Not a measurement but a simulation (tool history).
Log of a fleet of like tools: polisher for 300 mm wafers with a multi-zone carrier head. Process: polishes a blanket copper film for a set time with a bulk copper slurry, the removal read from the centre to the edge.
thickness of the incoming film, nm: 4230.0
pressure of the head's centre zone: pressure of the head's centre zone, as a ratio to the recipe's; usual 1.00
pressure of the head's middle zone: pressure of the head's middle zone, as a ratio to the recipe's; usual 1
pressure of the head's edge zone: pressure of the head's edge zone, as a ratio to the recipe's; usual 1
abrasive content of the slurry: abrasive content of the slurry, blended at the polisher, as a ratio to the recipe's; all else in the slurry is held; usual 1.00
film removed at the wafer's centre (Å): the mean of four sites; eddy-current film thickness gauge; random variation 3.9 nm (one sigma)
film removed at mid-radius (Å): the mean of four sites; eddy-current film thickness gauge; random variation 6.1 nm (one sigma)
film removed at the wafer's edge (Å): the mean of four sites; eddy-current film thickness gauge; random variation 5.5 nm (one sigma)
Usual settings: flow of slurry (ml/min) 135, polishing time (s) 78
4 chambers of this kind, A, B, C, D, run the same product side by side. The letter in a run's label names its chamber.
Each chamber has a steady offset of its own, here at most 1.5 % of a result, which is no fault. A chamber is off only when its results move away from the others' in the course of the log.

| run | hour | flow of slurry (ml/min) | pressure of the head's centre zone | pressure of the head's middle zone | pressure of the head's edge zone | abrasive content of the slurry | polishing time (s) | film removed at the wafer's centre (Å) | film removed at mid-radius (Å) | film removed at the wafer's edge (Å) |
|---|---|---|---|---|---|---|---|---|---|---|
| 1B | 10.4 | 135 | 1.00 | 1 | 1 | 1.00 | 78 | 5892.3 | 5819.9 | 5754.4 |
|  | 11.9 | chamber D: worn pad replaced by a new one |
| 2D | 21.0 | 135 | 1.00 | 1 | 1 | 1.00 | 78 | 5883.2 | 6013.8 | 5844.6 |
|  | 28.6 | chamber B: edge zone pressure recalibrated |
| 3C | 29.5 | 135 | 1.00 | 1 | 1 | 1.00 | 78 | 5839.8 | 5869.4 | 5789.2 |
| 4A | 37.6 | 135 | 1.00 | 1 | 1 | 1.00 | 78 | 5908.9 | 5919.4 | 5910.2 |
|  | 43.3 | chamber C: worn pad replaced by a new one |
| 5C | 46.6 | 135 | 1.06 | 1 | 1 | 1.00 | 86 | 6895.3 | 6279.8 | 6458.0 |
| 6A | 53.0 | 135 | 1.06 | 1 | 1 | 1.00 | 86 | 7028.1 | 6493.9 | 6434.3 |
|  | 55.4 | chamber C: edge zone pressure recalibrated |
|  | 56.6 | chamber B: worn pad replaced by a new one |
| 7D | 63.9 | 135 | 1.06 | 1 | 1 | 1.00 | 86 | 6875.4 | 6541.4 | 6384.2 |
| 8B | 70.1 | 135 | 1.06 | 1 | 1 | 1.00 | 86 | 6814.8 | 6435.7 | 6309.6 |
| 9D | 77.6 | 135 | 1.00 | 1 | 1 | 1.00 | 78 | 5818.0 | 5980.4 | 5872.7 |
| 10B | 85.7 | 135 | 1.00 | 1 | 1 | 1.00 | 102 | 7679.5 | 7639.0 | 7595.3 |
|  | 91.4 | chamber A: worn pad replaced by a new one |
| 11A | 96.3 | 135 | 1.00 | 1 | 1 | 1.00 | 102 | 7696.8 | 7745.4 | 7688.2 |
|  | 100.9 | chamber D: worn pad replaced by a new one |
| 12C | 101.9 | 135 | 1.00 | 1 | 1 | 1.00 | 102 | 7596.1 | 7655.9 | 7681.9 |
| 13B | 107.6 | 135 | 1.00 | 1 | 1 | 1.00 | 102 | 7714.0 | 7711.9 | 7638.8 |
| 14C | 114.2 | 135 | 1.00 | 1 | 1 | 1.00 | 78 | 5898.4 | 5831.0 | 5923.0 |
| 15D | 124.7 | 135 | 1.00 | 1 | 1 | 1.00 | 78 | 5832.2 | 5848.5 | 5788.7 |
|  | 132.9 | chamber C: worn pad replaced by a new one |
| 16A | 135.8 | 135 | 1.00 | 1 | 1 | 1.00 | 78 | 5903.5 | 5825.7 | 5926.4 |
|  | 139.5 | chamber B: worn pad replaced by a new one |
| 17D | 141.0 | 135 | 1.00 | 1 | 1 | 1.00 | 78 | 5934.5 | 5948.3 | 5878.6 |
| 18A | 148.9 | 135 | 0.89 | 1 | 1 | 1.00 | 78 | 5177.6 | 5937.7 | 5892.7 |
|  | 155.1 | chamber D: centre zone pressure recalibrated |
| 19B | 155.1 | 135 | 0.89 | 1 | 1 | 1.00 | 78 | 5163.5 | 5914.2 | 5820.5 |
| 20C | 160.7 | 135 | 0.89 | 1 | 1 | 1.00 | 78 | 5182.0 | 5849.8 | 5961.7 |
| 21A | 168.3 | 135 | 0.89 | 1 | 1 | 1.00 | 78 | 5100.8 | 5972.2 | 5890.4 |
|  | 170.3 | chamber D: worn pad replaced by a new one |
|  | 171.1 | chamber C: centre zone pressure recalibrated |
|  | 178.8 | chamber D: edge zone pressure recalibrated |
| 22B | 179.2 | 135 | 1.00 | 1 | 1 | 1.00 | 78 | 5854.8 | 5800.9 | 5746.0 |
| 23D | 186.6 | 135 | 1.00 | 1 | 1 | 1.00 | 78 | 6422.0 | 5987.5 | 5869.7 |
| 24C | 194.9 | 135 | 1.00 | 1 | 1 | 1.00 | 78 | 5873.6 | 5931.6 | 5852.5 |
|  | 196.6 | chamber B: centre zone pressure recalibrated |
| 25C | 203.6 | 165 | 1.00 | 1 | 1 | 1.00 | 78 | 6143.3 | 6103.5 | 6047.1 |
| 26A | 212.1 | 165 | 1.00 | 1 | 1 | 1.00 | 78 | 6150.8 | 6085.7 | 6086.2 |
| 27D | 217.6 | 165 | 1.00 | 1 | 1 | 1.00 | 78 | 6682.0 | 6240.9 | 5910.9 |
|  | 223.8 | chamber B: worn pad replaced by a new one |
| 28B | 226.4 | 165 | 1.00 | 1 | 1 | 1.00 | 78 | 6238.7 | 6092.4 | 6023.7 |
| 29B | 233.4 | 135 | 1.00 | 1 | 1 | 1.00 | 78 | 5910.2 | 5857.3 | 5872.0 |
|  | 234.4 | chamber A: worn pad replaced by a new one |
|  | 234.9 | chamber C: worn pad replaced by a new one |
|  | 239.3 | chamber C: slurry nozzle cleaned |
| 30A | 244.0 | 135 | 1.00 | 1 | 1 | 1.00 | 78 | 5928.5 | 5802.5 | 5816.8 |
|  | 246.2 | chamber D: worn pad replaced by a new one |
| 31D | 249.4 | 135 | 1.00 | 1 | 1 | 1.00 | 78 | 6385.9 | 5850.1 | 5872.6 |
| 32C | 260.0 | 135 | 1.00 | 1 | 1 | 1.00 | 78 | 5854.3 | 5884.8 | 5848.2 |
| 33C | 266.7 | 135 | 1.00 | 1 | 1 | 1.00 | 78 | 5881.3 | 5691.8 | 5906.1 |
| 34B | 272.5 | 135 | 1.00 | 1 | 1 | 1.00 | 78 | 5990.0 | 5825.2 | 5839.7 |
| 35A | 280.0 | 135 | 1.00 | 1 | 1 | 1.00 | 78 | 5886.0 | 5938.0 | 5914.0 |
| 36D | 285.4 | 135 | 1.00 | 1 | 1 | 1.00 | 78 | 6363.5 | 5909.7 | 5848.8 |
|  | 288.3 | chamber A: edge zone pressure recalibrated |
| 37B | 293.8 | 135 | 1.00 | 1 | 1 | 1.00 | 78 | 5885.2 | 5723.4 | 5773.2 |
| 38D | 302.4 | 135 | 1.00 | 1 | 1 | 1.00 | 78 | 6352.5 | 5894.0 | 5877.7 |
| 39A | 313.7 | 135 | 1.00 | 1 | 1 | 1.15 | 78 | 6062.6 | 6124.3 | 6109.2 |
| 40C | 323.0 | 135 | 1.00 | 1 | 1 | 1.15 | 78 | 6143.8 | 6050.0 | 6128.9 |
|  | 331.4 | chamber D: worn pad replaced by a new one |
| 41A | 333.4 | 135 | 1.00 | 1 | 1 | 1.15 | 78 | 6108.4 | 6192.3 | 6023.5 |
|  | 335.2 | chamber C: worn pad replaced by a new one |
| 42D | 340.4 | 135 | 1.00 | 1 | 1 | 1.15 | 78 | 6546.4 | 6212.2 | 6036.5 |
| 43C | 347.8 | 120 | 1.00 | 1 | 1 | 1.25 | 78 | 5970.9 | 5961.3 | 6081.2 |

Is one chamber off against the others, does the gauge drift, or is nothing wrong? If a chamber is off, say which, and what the likeliest cause is.

A service left chamber D off against the others.
Cause: centre zone's pressure above its setpoint, % = 7.88.

Here are 4 candidates for chamber D's next run, each the usual settings with a change, their results left as question marks. Which one brings its results back in line with what the others give on the usual settings?
In line means no further than this from the other chambers' mean on the usual settings: film removed at the wafer's centre (Å) 140.0; film removed at mid-radius (Å) 210.0; film removed at the wafer's edge (Å) 190.0
| 44D-1 | 355.9 | 150 | 1.14 | 1.01 | 0.93 | 1.00 | 78 | ? | ? | ? |
| 44D-2 | 355.9 | 120 | 0.87 | 0.98 | 1.07 | 1.00 | 78 | ? | ? | ? |
| 44D-3 | 355.9 | 130 | 0.94 | 0.99 | 1.03 | 1.00 | 78 | ? | ? | ? |
| 44D-4 | 355.9 | 140 | 1.07 | 1.01 | 0.96 | 1.00 | 78 | ? | ? | ? |

The other chambers' mean on the usual settings: film removed at the wafer's centre (Å) 5883.1; film removed at mid-radius (Å) 5851.5; film removed at the wafer's edge (Å) 5884.6
| run | film removed at the wafer's centre (Å) | film removed at mid-radius (Å) | film removed at the wafer's edge (Å) |
|---|---|---|---|
| 44D-1 | 7515.2 | 6128.8 | 5705.7 |
| 44D-2 | 5325.0 | 5689.8 | 5933.5 |
| 44D-3 | 5912.3 | 5847.8 | 5889.6 |
| 44D-4 | 6916.7 | 6047.6 | 5741.2 |
44D-3 brings the chamber back in line.

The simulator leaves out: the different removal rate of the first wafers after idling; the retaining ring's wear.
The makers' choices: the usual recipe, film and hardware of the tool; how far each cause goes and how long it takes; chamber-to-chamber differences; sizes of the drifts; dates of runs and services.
